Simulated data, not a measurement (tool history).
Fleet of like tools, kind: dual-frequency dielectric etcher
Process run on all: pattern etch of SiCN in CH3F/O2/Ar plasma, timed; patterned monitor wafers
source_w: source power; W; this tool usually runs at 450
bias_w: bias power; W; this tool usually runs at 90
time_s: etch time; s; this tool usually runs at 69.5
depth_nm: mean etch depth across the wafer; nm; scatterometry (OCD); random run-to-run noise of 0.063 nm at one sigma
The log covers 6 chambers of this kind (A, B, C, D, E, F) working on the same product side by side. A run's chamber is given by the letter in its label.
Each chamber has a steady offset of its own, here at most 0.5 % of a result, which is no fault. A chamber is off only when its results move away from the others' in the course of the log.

run   hour  source_w  bias_w  time_s  read-back reference wafer on the same gauge, depth_nm  depth_nm
 1B    6.4       450      90    69.5                                                 32.902    29.496
 2E   14.3       450      90    69.5                                                 32.885    29.421
 3A   19.9       450      90    69.5                                                 32.901    29.558
      24.6  -- chamber E: wet clean of the chamber
 4C   28.3       450      90    69.5                                                 32.899    29.421
      32.5  -- chamber C: wet clean of the chamber
 5D   32.9       450      90    69.5                                                 32.895    29.553
 6F   38.7       450      90    69.5                                                 32.895    29.503
 7C   47.1       450      90    69.5                                                 32.914    29.466
 8B     56       450      90    69.5                                                 32.886    29.526
 9E   63.8       450      90    69.5                                                 32.895    29.446
10A   69.2       450      90    69.5                                                 32.897    29.559
11D   75.8       450      90    85.5                                                 32.905    36.318
      80.1  -- chamber A: wet clean of the chamber
12F   81.9       450      90    85.5                                                 32.885    36.214
13F   88.8       450      90    85.5                                                 32.899    36.175
14B   96.1       450      90    85.5                                                 32.902    36.322
15C  101.1       450      90    85.5                                                 32.907    36.126
16A  106.9       450      90    85.5                                                 32.903      36.4
17E  111.3       450      90    69.5                                                   32.9    29.461
18D  120.1       450      90    69.5                                                 32.893    29.559
19B  126.9       550      90    69.5                                                 32.893    31.869
20E  132.3       550      90    69.5                                                 32.902    31.971
21A  138.8       550      90    69.5                                                 32.899     31.87
22C  145.4       550      90    69.5                                                 32.914    31.662
23F  150.5       550      90    69.5                                                 32.921     31.82
24D  158.8       550      90    69.5                                                  32.91    31.841
     159.2  -- chamber F: wet clean of the chamber
25D  163.1       450      90    69.5                                                  32.89    29.517
26A  171.5       450      90    69.5                                                 32.899    29.603
     174.9  -- chamber B: wet clean of the chamber
27F  178.4       450      90    69.5                                                 32.897    29.387
28E  183.8       450      90    69.5                                                 32.906    29.739
29B  192.2       450      90    69.5                                                 32.895    29.624
30C  196.7       450      90    69.5                                                 32.894    29.482
31D  203.8       450      90    69.5                                                 32.909    29.424
32C    210       450      90    69.5                                                 32.879     29.45
33E  214.1       450      90    69.5                                                 32.895    29.684
34B  219.7       450      90    69.5                                                  32.89    29.592
35F  226.8       450      90    69.5                                                 32.903    29.513
36A  234.7       450     111    69.5                                                 32.897    32.077
37C  241.2       450     111    69.5                                                 32.896    31.941
38A  246.1       450     111    69.5                                                 32.902    31.956
39E  252.2       450     111    69.5                                                 32.904    32.272
40B    257       450     111    69.5                                                 32.908    31.901
41D  264.7       450     111    69.5                                                 32.926    31.876
42F  270.7       450      90    69.5                                                 32.906    29.499
43E  276.8       450      90    69.5                                                 32.908     29.97
44A  284.7       450      90    69.5                                                 32.923    29.553

Which is it: a chamber that has drifted or been left off by a service, a gauge drift common to all chambers, or only each chamber's usual small offset? If a chamber is off, name it and its likeliest cause.

Little by little, chamber E moves away from the other chambers.
What lies behind it: bias power that arrives over what is set, % = 4.98.
With only this log, it may be confused with: etch rate over this chamber's usual, %; source power that arrives over what is set, %.

Which of the 4 candidates below, each the usual settings with something changed and its results left as question marks, puts chamber E back in line with what the other chambers give on the usual settings?
A result is in line if it is within this distance of the other chambers' mean on the usual settings: depth_nm 0.24 nm
45E-1  291.2       430      87    69.5                                                                ?
45E-2  291.2       460      92    69.5                                                                ?
45E-3  291.2       440      88    69.5                                                                ?
45E-4  291.2       450      91    71.5                                                                ?

Other chambers, usual settings, mean: depth_nm 29.496 nm
  run  depth_nm
45E-1    29.111
45E-2    30.467
45E-3    29.483
45E-4    30.965
The answer is 45E-3, which returns the chamber to within the allowed miss of the others.

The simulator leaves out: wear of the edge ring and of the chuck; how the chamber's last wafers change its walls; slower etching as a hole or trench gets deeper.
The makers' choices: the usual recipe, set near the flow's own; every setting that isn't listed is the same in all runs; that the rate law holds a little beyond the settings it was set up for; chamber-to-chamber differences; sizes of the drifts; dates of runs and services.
